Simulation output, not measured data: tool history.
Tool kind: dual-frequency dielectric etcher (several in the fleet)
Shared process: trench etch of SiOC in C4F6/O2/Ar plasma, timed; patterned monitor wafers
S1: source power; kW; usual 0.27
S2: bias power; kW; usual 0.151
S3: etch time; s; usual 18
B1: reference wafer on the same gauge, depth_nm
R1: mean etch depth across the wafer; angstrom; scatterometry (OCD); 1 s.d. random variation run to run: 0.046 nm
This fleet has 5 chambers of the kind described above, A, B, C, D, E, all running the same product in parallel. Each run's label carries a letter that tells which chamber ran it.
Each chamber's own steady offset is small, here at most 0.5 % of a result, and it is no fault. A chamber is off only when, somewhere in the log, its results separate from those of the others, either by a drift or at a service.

At hour 3.2: chamber A: wet clean of the chamber.
Run 1D, hour 9.3: usual settings; B1 27.802. Result: R1 303.01 angstrom.
Run 2C, hour 17.1: usual settings; B1 27.793. Result: R1 303.51 angstrom.
Run 3B, hour 26.3: usual settings; B1 27.798. Result: R1 303.55 angstrom.
Run 4E, hour 32.3: usual settings; B1 27.778. Result: R1 301.45 angstrom.
At hour 35.7: chamber B: bias power generator calibrated.
Run 5A, hour 38.5: usual settings but S1 0.2 kW, S3 23.5 s; B1 27.783. Result: R1 352.88 angstrom.
Run 6E, hour 48.4: usual settings but S1 0.2 kW, S3 23.5 s; B1 27.77. Result: R1 351.19 angstrom.
Run 7D, hour 56.6: usual settings but S1 0.2 kW, S3 23.5 s; B1 27.778. Result: R1 350.77 angstrom.
Run 8C, hour 62.8: usual settings but S1 0.2 kW, S3 23.5 s; B1 27.772. Result: R1 353.23 angstrom.
Run 9B, hour 70.6: usual settings but S1 0.2 kW, S3 23.5 s; B1 27.77. Result: R1 350.84 angstrom.
Run 10A, hour 77.4: usual settings; B1 27.759. Result: R1 303.79 angstrom.
Run 11A, hour 88: usual settings but S2 0.182 kW, S3 21.5 s; B1 27.764. Result: R1 385.04 angstrom.
Run 12D, hour 93.1: usual settings but S2 0.182 kW, S3 21.5 s; B1 27.754. Result: R1 382.77 angstrom.
Run 13C, hour 101.2: usual settings but S2 0.182 kW, S3 21.5 s; B1 27.75. Result: R1 384.35 angstrom.
Run 14E, hour 108.1: usual settings but S2 0.182 kW, S3 21.5 s; B1 27.757. Result: R1 382.26 angstrom.
At hour 108.3: chamber E: wet clean of the chamber.
At hour 112.2: chamber B: wet clean of the chamber.
Run 15B, hour 117.5: usual settings but S2 0.182 kW, S3 21.5 s; B1 27.752. Result: R1 382.65 angstrom.
Run 16A, hour 125.9: usual settings; B1 27.742. Result: R1 302.77 angstrom.
Run 17D, hour 135.9: usual settings; B1 27.746. Result: R1 301.87 angstrom.
At hour 139.4: chamber D: wet clean of the chamber.
Run 18C, hour 143.6: usual settings; B1 27.736. Result: R1 302.86 angstrom.
Run 19B, hour 154.7: usual settings; B1 27.731. Result: R1 302.18 angstrom.
Run 20E, hour 162.3: usual settings; B1 27.721. Result: R1 300.81 angstrom.
Run 21C, hour 172.4: usual settings; B1 27.721. Result: R1 302.95 angstrom.
Run 22B, hour 178.4: usual settings; B1 27.721. Result: R1 301.82 angstrom.
Run 23A, hour 190: usual settings; B1 27.716. Result: R1 303.08 angstrom.
Run 24D, hour 198: usual settings; B1 27.716. Result: R1 301.93 angstrom.
Run 25E, hour 209.1: usual settings; B1 27.71. Result: R1 300.14 angstrom.
Run 26B, hour 219.5: usual settings; B1 27.709. Result: R1 302.04 angstrom.
Run 27A, hour 231: usual settings; B1 27.703. Result: R1 302.99 angstrom.
Run 28E, hour 239.3: usual settings; B1 27.694. Result: R1 301.39 angstrom.
Run 29C, hour 245.3: usual settings but S3 15 s; B1 27.683. Result: R1 252.29 angstrom.
Run 30D, hour 255: usual settings but S3 15 s; B1 27.693. Result: R1 251.83 angstrom.
Run 31E, hour 266.3: usual settings but S3 15 s; B1 27.667. Result: R1 251.14 angstrom.
Run 32A, hour 274.6: usual settings but S3 15 s; B1 27.683. Result: R1 252.59 angstrom.
Run 33B, hour 281.4: usual settings but S3 15 s; B1 27.679. Result: R1 251.51 angstrom.
Run 34C, hour 289.3: usual settings; B1 27.675. Result: R1 301.78 angstrom.
Run 35D, hour 300.1: usual settings; B1 27.663. Result: R1 300.34 angstrom.
Run 36C, hour 307.6: usual settings; B1 27.668. Result: R1 301.51 angstrom.
At hour 310.9: chamber C: wet clean of the chamber.
Run 37E, hour 316.1: usual settings; B1 27.665. Result: R1 300.21 angstrom.
Run 38B, hour 327.6: usual settings; B1 27.65. Result: R1 302 angstrom.
Run 39A, hour 336.8: usual settings; B1 27.653. Result: R1 302.37 angstrom.
Run 40D, hour 343: usual settings; B1 27.657. Result: R1 300.76 angstrom.
Run 41C, hour 352.7: usual settings; B1 27.635. Result: R1 302.2 angstrom.
Run 42A, hour 362.8: usual settings but S1 0.33 kW, S2 0.169 kW; B1 27.633. Result: R1 339.28 angstrom.
Run 43D, hour 372.7: usual settings but S1 0.33 kW, S2 0.169 kW; B1 27.638. Result: R1 337.66 angstrom.

Is one chamber out of step, is the gauge drifting, or do the chambers differ by no more than their own small offsets? For an off chamber, give its letter and the likeliest cause.

The shared gauge is drifting. All chambers look as if they move in step, but none is off.
Cause: gauge reads low (%) = 0.615.
